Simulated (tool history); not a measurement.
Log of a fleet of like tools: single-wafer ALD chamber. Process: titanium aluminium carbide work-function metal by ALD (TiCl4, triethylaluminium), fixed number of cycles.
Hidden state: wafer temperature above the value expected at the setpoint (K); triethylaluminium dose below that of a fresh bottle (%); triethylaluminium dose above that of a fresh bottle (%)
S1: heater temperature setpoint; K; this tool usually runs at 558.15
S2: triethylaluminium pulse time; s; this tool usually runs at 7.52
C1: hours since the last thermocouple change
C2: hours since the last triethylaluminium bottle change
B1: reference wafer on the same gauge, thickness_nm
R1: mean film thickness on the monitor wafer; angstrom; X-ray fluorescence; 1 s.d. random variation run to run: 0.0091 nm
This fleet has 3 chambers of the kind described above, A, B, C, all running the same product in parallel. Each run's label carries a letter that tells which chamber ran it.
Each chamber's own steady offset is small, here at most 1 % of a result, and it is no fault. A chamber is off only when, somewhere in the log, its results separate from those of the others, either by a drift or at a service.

{"run": "1C", "hour": 3.3, "S1": 558.15, "S2": 7.52, "C1": 1580.8, "C2": 192.2, "B1": 1.9202, "R1": 17.785}
{"run": "2B", "hour": 8.0, "S1": 558.15, "S2": 7.52, "C1": 837.5, "C2": 620.2, "B1": 1.9206, "R1": 17.825}
{"run": "3A", "hour": 11.0, "S1": 558.15, "S2": 7.52, "C1": 414.8, "C2": 1285, "B1": 1.9228, "R1": 17.681}
{"run": "4A", "hour": 14.0, "S1": 558.15, "S2": 7.52, "C1": 417.8, "C2": 1288, "B1": 1.9221, "R1": 17.685}
{"run": "5B", "hour": 17.5, "S1": 558.15, "S2": 7.52, "C1": 847, "C2": 629.7, "B1": 1.9199, "R1": 17.803}
{"run": "6C", "hour": 20.2, "S1": 558.15, "S2": 7.52, "C1": 1597.7, "C2": 209.1, "B1": 1.9182, "R1": 17.839}
{"run": "7A", "hour": 22.8, "S1": 558.15, "S2": 7.52, "C1": 426.6, "C2": 1296.8, "B1": 1.9199, "R1": 17.628}
{"run": "8C", "hour": 25.9, "S1": 558.15, "S2": 7.52, "C1": 1603.4, "C2": 214.8, "B1": 1.9165, "R1": 17.731}
{"run": "9B", "hour": 28.3, "S1": 558.15, "S2": 7.52, "C1": 857.8, "C2": 640.5, "B1": 1.9176, "R1": 17.963}
{"run": "10C", "hour": 32.5, "S1": 558.15, "S2": 7.52, "C1": 1610, "C2": 221.4, "B1": 1.9197, "R1": 17.749}
{"run": "11B", "hour": 36.5, "S1": 558.15, "S2": 7.52, "C1": 866, "C2": 648.7, "B1": 1.9202, "R1": 18.053}
{"run": "12A", "hour": 38.9, "S1": 558.15, "S2": 7.52, "C1": 442.7, "C2": 1312.9, "B1": 1.9197, "R1": 17.632}
{"run": "13C", "hour": 41.5, "S1": 558.15, "S2": 7.52, "C1": 1619, "C2": 230.4, "B1": 1.9195, "R1": 17.766}
{"run": "14A", "hour": 45.4, "S1": 558.15, "S2": 7.52, "C1": 449.2, "C2": 1319.4, "B1": 1.9158, "R1": 17.744}
{"run": "15B", "hour": 48.0, "S1": 558.15, "S2": 7.52, "C1": 877.5, "C2": 660.2, "B1": 1.9195, "R1": 17.919}
{"run": "16B", "hour": 51.3, "S1": 558.15, "S2": 7.52, "C1": 880.8, "C2": 663.5, "B1": 1.9183, "R1": 17.794}
{"run": "17A", "hour": 55.1, "S1": 558.15, "S2": 7.52, "C1": 458.9, "C2": 1329.1, "B1": 1.9215, "R1": 17.654}
{"run": "18C", "hour": 59.3, "S1": 558.15, "S2": 7.52, "C1": 1636.8, "C2": 248.2, "B1": 1.9192, "R1": 17.927}
{"run": "19C", "hour": 64.0, "S1": 558.15, "S2": 7.52, "C1": 1641.5, "C2": 252.9, "B1": 1.9195, "R1": 17.996}
{"run": "20B", "hour": 68.1, "S1": 570.15, "S2": 8.99, "C1": 897.6, "C2": 680.3, "B1": 1.9211, "R1": 19.452}
{"run": "21A", "hour": 71.7, "S1": 570.15, "S2": 8.99, "C1": 475.5, "C2": 1345.7, "B1": 1.9208, "R1": 19.367}
{"run": "22C", "hour": 76.0, "S1": 570.15, "S2": 8.99, "C1": 1653.5, "C2": 264.9, "B1": 1.921, "R1": 19.491}
{"run": "23B", "hour": 78.3, "S1": 558.15, "S2": 7.52, "C1": 907.8, "C2": 690.5, "B1": 1.9205, "R1": 17.913}
{"run": "24A", "hour": 83.3, "S1": 558.15, "S2": 7.52, "C1": 487.1, "C2": 1357.3, "B1": 1.9202, "R1": 17.825}
{"run": "25A", "hour": 86.1, "S1": 544.15, "S2": 7.52, "C1": 489.9, "C2": 1360.1, "B1": 1.9198, "R1": 16.67}
{"run": "26C", "hour": 91.3, "S1": 544.15, "S2": 7.52, "C1": 1668.8, "C2": 280.2, "B1": 1.92, "R1": 16.755}
{"run": "27B", "hour": 94.9, "S1": 544.15, "S2": 7.52, "C1": 924.4, "C2": 707.1, "B1": 1.9184, "R1": 16.804}
{"run": "28B", "hour": 99.1, "S1": 568.15, "S2": 7.52, "C1": 928.6, "C2": 711.3, "B1": 1.9202, "R1": 18.687}
{"run": "29C", "hour": 102.6, "S1": 568.15, "S2": 7.52, "C1": 1680.1, "C2": 291.5, "B1": 1.9207, "R1": 18.669}
{"run": "30A", "hour": 107.2, "S1": 568.15, "S2": 7.52, "C1": 511, "C2": 1381.2, "B1": 1.92, "R1": 18.286}
{"run": "31C", "hour": 112.0, "S1": 558.15, "S2": 7.52, "C1": 1689.5, "C2": 300.9, "B1": 1.9204, "R1": 17.893}
{"run": "32A", "hour": 116.5, "S1": 558.15, "S2": 7.52, "C1": 520.3, "C2": 1390.5, "B1": 1.9191, "R1": 17.811}
{"run": "33B", "hour": 119.6, "S1": 558.15, "S2": 7.52, "C1": 949.1, "C2": 731.8, "B1": 1.9214, "R1": 17.931}

Read the log: is a single chamber off, either drifting away or since a service, is the gauge that measures every chamber drifting, or is nothing wrong beyond small per-chamber offsets? Name any odd chamber and what most likely caused it.

Nothing is wrong: each chamber keeps only its own small, steady offset and the gauge holds still.
